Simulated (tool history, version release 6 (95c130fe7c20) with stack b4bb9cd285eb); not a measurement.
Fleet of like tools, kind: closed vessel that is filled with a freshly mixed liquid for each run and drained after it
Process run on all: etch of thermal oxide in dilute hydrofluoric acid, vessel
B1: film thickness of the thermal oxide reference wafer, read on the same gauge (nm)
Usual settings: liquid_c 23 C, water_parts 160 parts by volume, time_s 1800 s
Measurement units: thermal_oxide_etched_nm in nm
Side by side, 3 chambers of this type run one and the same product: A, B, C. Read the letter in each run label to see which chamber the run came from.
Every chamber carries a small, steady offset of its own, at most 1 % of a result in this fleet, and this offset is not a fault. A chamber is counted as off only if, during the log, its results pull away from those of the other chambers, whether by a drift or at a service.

run 1C hour=8 | liquid_c=23 water_parts=160 time_s=1800 | B1=39.979 | thermal_oxide_etched_nm=48.314
run 2B hour=14.6 | liquid_c=23 water_parts=160 time_s=1800 | B1=39.983 | thermal_oxide_etched_nm=47.851
run 3A hour=20.2 | liquid_c=23 water_parts=160 time_s=1800 | B1=39.991 | thermal_oxide_etched_nm=47.987
run 4A hour=30.7 | liquid_c=23 water_parts=160 time_s=1800 | B1=39.99 | thermal_oxide_etched_nm=48.233
run 5C hour=39 | liquid_c=23 water_parts=210 time_s=2510 | B1=40.015 | thermal_oxide_etched_nm=48.498
run 6B hour=46.1 | liquid_c=23 water_parts=210 time_s=2510 | B1=39.961 | thermal_oxide_etched_nm=48.574
run 7B hour=56.8 | liquid_c=23 water_parts=210 time_s=2510 | B1=40.021 | thermal_oxide_etched_nm=48.611
run 8A hour=65.2 | liquid_c=23 water_parts=160 time_s=1800 | B1=39.968 | thermal_oxide_etched_nm=48.527
run 9C hour=75.2 | liquid_c=23 water_parts=160 time_s=1800 | B1=40.013 | thermal_oxide_etched_nm=48.729
run 10C hour=84.9 | liquid_c=19 water_parts=110 time_s=1800 | B1=40.004 | thermal_oxide_etched_nm=63.153
run 11A hour=95.1 | liquid_c=19 water_parts=110 time_s=1800 | B1=39.996 | thermal_oxide_etched_nm=62.897
run 12B hour=101.8 | liquid_c=19 water_parts=110 time_s=1800 | B1=39.975 | thermal_oxide_etched_nm=63.646
run 13C hour=109.9 | liquid_c=23 water_parts=160 time_s=1800 | B1=39.98 | thermal_oxide_etched_nm=48.978
-- hour=112.3 chamber C: thermometer replaced
run 14B hour=119 | liquid_c=23 water_parts=160 time_s=1800 | B1=39.999 | thermal_oxide_etched_nm=47.855
run 15A hour=127 | liquid_c=23 water_parts=160 time_s=1800 | B1=40.022 | thermal_oxide_etched_nm=47.995
run 16A hour=132.9 | liquid_c=23 water_parts=160 time_s=1800 | B1=39.988 | thermal_oxide_etched_nm=47.841
run 17C hour=142.5 | liquid_c=23 water_parts=160 time_s=1800 | B1=39.989 | thermal_oxide_etched_nm=48.304
run 18B hour=149.6 | liquid_c=25.5 water_parts=160 time_s=1800 | B1=39.984 | thermal_oxide_etched_nm=52.08
run 19C hour=160 | liquid_c=25.5 water_parts=160 time_s=1800 | B1=40.017 | thermal_oxide_etched_nm=53.797
run 20A hour=168.2 | liquid_c=25.5 water_parts=160 time_s=1800 | B1=39.968 | thermal_oxide_etched_nm=53.049
run 21B hour=175.3 | liquid_c=23 water_parts=160 time_s=1800 | B1=40.007 | thermal_oxide_etched_nm=47.56
run 22B hour=181.2 | liquid_c=23 water_parts=160 time_s=1800 | B1=39.995 | thermal_oxide_etched_nm=47.435
run 23C hour=192.4 | liquid_c=23 water_parts=160 time_s=1800 | B1=39.979 | thermal_oxide_etched_nm=48.562
run 24A hour=201.2 | liquid_c=23 water_parts=160 time_s=1800 | B1=39.998 | thermal_oxide_etched_nm=47.943
run 25B hour=212.1 | liquid_c=23 water_parts=160 time_s=1800 | B1=40 | thermal_oxide_etched_nm=46.622
run 26C hour=218.5 | liquid_c=23 water_parts=160 time_s=1800 | B1=39.996 | thermal_oxide_etched_nm=48.869
run 27A hour=224.4 | liquid_c=23 water_parts=160 time_s=1800 | B1=39.962 | thermal_oxide_etched_nm=48.856
-- hour=225.4 chamber B: thermometer replaced
run 28A hour=230.9 | liquid_c=23 water_parts=160 time_s=1800 | B1=40.002 | thermal_oxide_etched_nm=48.092
run 29C hour=239.4 | liquid_c=23 water_parts=160 time_s=1800 | B1=40.001 | thermal_oxide_etched_nm=48.638
run 30B hour=249.9 | liquid_c=23 water_parts=160 time_s=1800 | B1=40.006 | thermal_oxide_etched_nm=46.712
run 31C hour=260.8 | liquid_c=23 water_parts=160 time_s=1800 | B1=40.013 | thermal_oxide_etched_nm=48.416
run 32B hour=269.9 | liquid_c=23 water_parts=160 time_s=1800 | B1=40.022 | thermal_oxide_etched_nm=46.941
run 33A hour=279.8 | liquid_c=23 water_parts=105 time_s=1410 | B1=40 | thermal_oxide_etched_nm=61.291
run 34B hour=286.1 | liquid_c=23 water_parts=105 time_s=1410 | B1=40.021 | thermal_oxide_etched_nm=58.928
run 35A hour=297.5 | liquid_c=23 water_parts=105 time_s=1410 | B1=39.995 | thermal_oxide_etched_nm=61.104
run 36C hour=306.8 | liquid_c=23 water_parts=160 time_s=1800 | B1=39.96 | thermal_oxide_etched_nm=48.478
run 37C hour=316.2 | liquid_c=25 water_parts=160 time_s=2125 | B1=39.978 | thermal_oxide_etched_nm=62.196

Next, all 3 chambers run the settings below, one line each with question marks for the results. What does each chamber give?
run 38A hour=324.4 | liquid_c=23 water_parts=160 time_s=2580 | thermal_oxide_etched_nm=?
run 38B hour=324.4 | liquid_c=23 water_parts=160 time_s=2580 | thermal_oxide_etched_nm=?
run 38C hour=324.4 | liquid_c=23 water_parts=160 time_s=2580 | thermal_oxide_etched_nm=?

run=38A thermal_oxide_etched_nm=69.226
run=38B thermal_oxide_etched_nm=66.272
run=38C thermal_oxide_etched_nm=69.706
